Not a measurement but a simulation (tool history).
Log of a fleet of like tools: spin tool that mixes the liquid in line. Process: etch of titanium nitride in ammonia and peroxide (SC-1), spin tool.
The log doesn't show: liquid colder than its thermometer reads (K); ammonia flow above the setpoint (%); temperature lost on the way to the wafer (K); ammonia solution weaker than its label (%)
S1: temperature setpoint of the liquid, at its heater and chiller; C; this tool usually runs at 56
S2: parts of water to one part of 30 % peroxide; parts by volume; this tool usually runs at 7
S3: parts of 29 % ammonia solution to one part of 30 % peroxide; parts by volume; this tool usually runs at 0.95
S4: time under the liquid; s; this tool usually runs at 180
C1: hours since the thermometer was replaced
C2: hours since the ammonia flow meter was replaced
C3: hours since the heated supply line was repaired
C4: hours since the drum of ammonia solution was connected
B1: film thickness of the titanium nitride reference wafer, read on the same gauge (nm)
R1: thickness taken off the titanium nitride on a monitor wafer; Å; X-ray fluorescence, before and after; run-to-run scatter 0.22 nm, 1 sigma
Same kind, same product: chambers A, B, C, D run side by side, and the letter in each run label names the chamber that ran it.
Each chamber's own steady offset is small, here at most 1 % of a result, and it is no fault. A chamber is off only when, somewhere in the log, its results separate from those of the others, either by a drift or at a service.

run,hour,S1,S2,S3,S4,C1,C2,C3,C4,B1,R1
1C,6.7,56,7,0.95,180,229.4,89.8,928.3,35.9,150.02,283.31
2B,16.2,56,7,0.95,180,1697.7,461.8,639.9,194.7,150,281.56
3D,23.9,56,7,0.95,180,764.7,965.7,741.2,407.4,150.01,285.99
4A,32.1,56,7,0.95,180,305,1710.8,329.5,852.3,150,287.4
5A,41.9,56,7,0.95,180,314.8,1720.6,339.3,862.1,150.01,280.52
6B,48.1,56,7,0.95,180,1729.6,493.7,671.8,226.6,150,281.17
7D,52.7,56,7,0.95,180,793.5,994.5,770,436.2,149.98,283.83
8C,59.6,56,7,0.95,180,282.3,142.7,981.2,88.8,150.01,283.11
9B,68.5,56,7,1.15,260,1750,514.1,692.2,247,150,415.88
10C,78.4,56,7,1.15,260,301.1,161.5,1000,107.6,150,416.69
11D,85.2,56,7,1.15,260,826,1027,802.5,468.7,150.03,419.66
# hour 90.8: chamber D: heated supply line repaired
12A,91.5,56,7,1.15,260,364.4,1770.2,388.9,911.7,150,415.55
13B,99.5,56,7,0.95,180,1781,545.1,723.2,278,150.01,283.29
14A,106.9,56,7,0.95,180,379.8,1785.6,404.3,927.1,150.03,286.29
15C,115.7,56,7,0.95,180,338.4,198.8,1037.3,144.9,150,281.01
# hour 119.1: chamber D: new drum of ammonia solution connected
16D,124.7,56,7,0.95,180,865.5,1066.5,34,5.7,150.01,281.35
17A,129.1,56,7,0.95,180,402,1807.8,426.5,949.3,150.01,284.17
18C,137.7,56,7,0.95,180,360.4,220.8,1059.3,166.9,150.04,279.65
19D,145,56,7,0.95,180,885.8,1086.8,54.3,26,149.99,283.74
20B,153.3,56,7,0.95,180,1834.8,598.9,777,331.8,149.99,280.66
# hour 154: chamber B: heated supply line repaired
21B,161.6,56,8.5,0.95,180,1843.1,607.2,7.6,340.1,150.01,257.95
22C,169,56,8.5,0.95,180,391.7,252.1,1090.6,198.2,150.01,258.03
23A,178.7,56,8.5,0.95,180,451.6,1857.4,476.1,998.9,150,257.2
24D,186.6,56,8.5,0.95,180,927.4,1128.4,95.9,67.6,150.01,254.28
25A,191,56,7,0.95,180,463.9,1869.7,488.4,1011.2,150.01,282.29
26D,195.5,56,7,0.95,180,936.3,1137.3,104.8,76.5,150.01,281.88
# hour 203.7: chamber D: thermometer replaced
27C,205,56,8.5,0.95,180,427.7,288.1,1126.6,234.2,150,257.6
28B,210.8,56,8.5,0.95,180,1892.3,656.4,56.8,389.3,149.98,256.4
29C,215.7,56,8.5,0.95,180,438.4,298.8,1137.3,244.9,150.01,254.43
30A,222.4,56,8.5,0.95,180,495.3,1901.1,519.8,1042.6,149.98,260.55
31D,229.5,56,7,0.95,180,25.8,1171.3,138.8,110.5,150.01,282.6
32B,234.1,56,5.5,0.95,180,1915.6,679.7,80.1,412.6,150,317.52
33C,241.3,56,5.5,0.95,180,464,324.4,1162.9,270.5,150.02,317.82
34B,248.1,56,5.5,0.95,180,1929.6,693.7,94.1,426.6,149.99,317.16

Next, all 4 chambers run the settings below, one line each with question marks for the results. What does each chamber give?
35A,255.4,56,7,0.6,180,,,,,,?
35B,255.4,56,7,0.6,180,,,,,,?
35C,255.4,56,7,0.6,180,,,,,,?
35D,255.4,56,7,0.6,180,,,,,,?

run,R1
35A,264.43
35B,263.01
35C,264.1
35D,266.88
